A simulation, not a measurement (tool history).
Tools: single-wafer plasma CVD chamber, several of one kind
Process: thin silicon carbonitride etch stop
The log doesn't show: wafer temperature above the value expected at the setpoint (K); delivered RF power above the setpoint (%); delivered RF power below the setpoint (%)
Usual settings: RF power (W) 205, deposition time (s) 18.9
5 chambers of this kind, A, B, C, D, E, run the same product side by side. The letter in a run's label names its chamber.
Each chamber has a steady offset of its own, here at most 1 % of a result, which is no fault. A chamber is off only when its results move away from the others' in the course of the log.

run	hour	RF power (W)	deposition time (s)	hours since the last thermocouple change	hours since the last RF generator calibration	read-back reference wafer on the same gauge, thickness_nm	mean film thickness on the monitor wafer (Å)
1D	7.2	205	18.9	249.5	1736.7	10.5	108.11
# hour 7.7: chamber E: RF generator calibrated
2A	15.6	205	18.9	403.8	1692.9	10.506	109.1
3B	23.7	205	18.9	384.7	709.3	10.503	107.97
4E	31.6	205	18.9	847.5	24	10.506	108.7
5C	42.8	205	18.9	912.9	1095.2	10.507	109.47
6B	53.5	205	18.9	414.5	739.1	10.514	108.12
7D	59.2	205	18.9	301.5	1788.7	10.515	108.56
8E	69.4	205	18.9	885.3	61.8	10.516	108.74
9A	77.5	205	18.9	465.7	1754.8	10.518	109
10C	84.5	205	18.9	954.6	1136.9	10.519	109.44
11E	93.4	205	18.9	909.3	85.8	10.519	108.45
12C	104.8	205	18.9	974.9	1157.2	10.525	109.65
13A	112.2	205	18.9	500.4	1789.5	10.521	109.35
14B	118.2	205	18.9	479.2	803.8	10.528	108.11
15D	124.9	205	18.9	367.2	1854.4	10.528	108.9
16C	135.7	205	18.9	1005.8	1188.1	10.527	110.08
17B	145.3	205	18.9	506.3	830.9	10.53	108.41
18D	154.5	205	18.9	396.8	1884	10.525	108.93
19E	165.5	205	18.9	981.4	157.9	10.533	108.9
20A	173	205	18.9	561.2	1850.3	10.533	109.22
21D	179.6	205	18.9	421.9	1909.1	10.535	108.96
22E	189.7	205	18.9	1005.6	182.1	10.54	109.11
23B	199.2	205	18.9	560.2	884.8	10.538	108.35
24A	210.1	205	18.9	598.3	1887.4	10.543	109.41
25C	220.9	220	18.9	1091	1273.3	10.542	112.35
# hour 225.3: chamber B: RF generator calibrated
26E	227.7	220	18.9	1043.6	220.1	10.546	111.61
27C	237.6	220	18.9	1107.7	1290	10.549	112.23
28A	245.5	220	18.9	633.7	1922.8	10.553	111.72
29D	250.7	220	18.9	493	1980.2	10.553	111.12
30B	257.6	220	17.4	618.6	32.3	10.554	102.17
31A	268	220	17.4	656.2	1945.3	10.555	102.89
32D	276.3	220	17.4	518.6	2005.8	10.558	102.45
33E	281.9	220	17.4	1097.8	274.3	10.558	102.59
34B	290.2	220	17.4	651.2	64.9	10.559	101.97
35C	296.5	205	18.9	1166.6	1348.9	10.565	110.39

Is one chamber off against the others, does the gauge drift, or is nothing wrong? If a chamber is off, say which, and what the likeliest cause is.

The gauge drifts, so all chambers seem to drift together. No chamber is off.
Cause: gauge reads high (%) = 0.591.
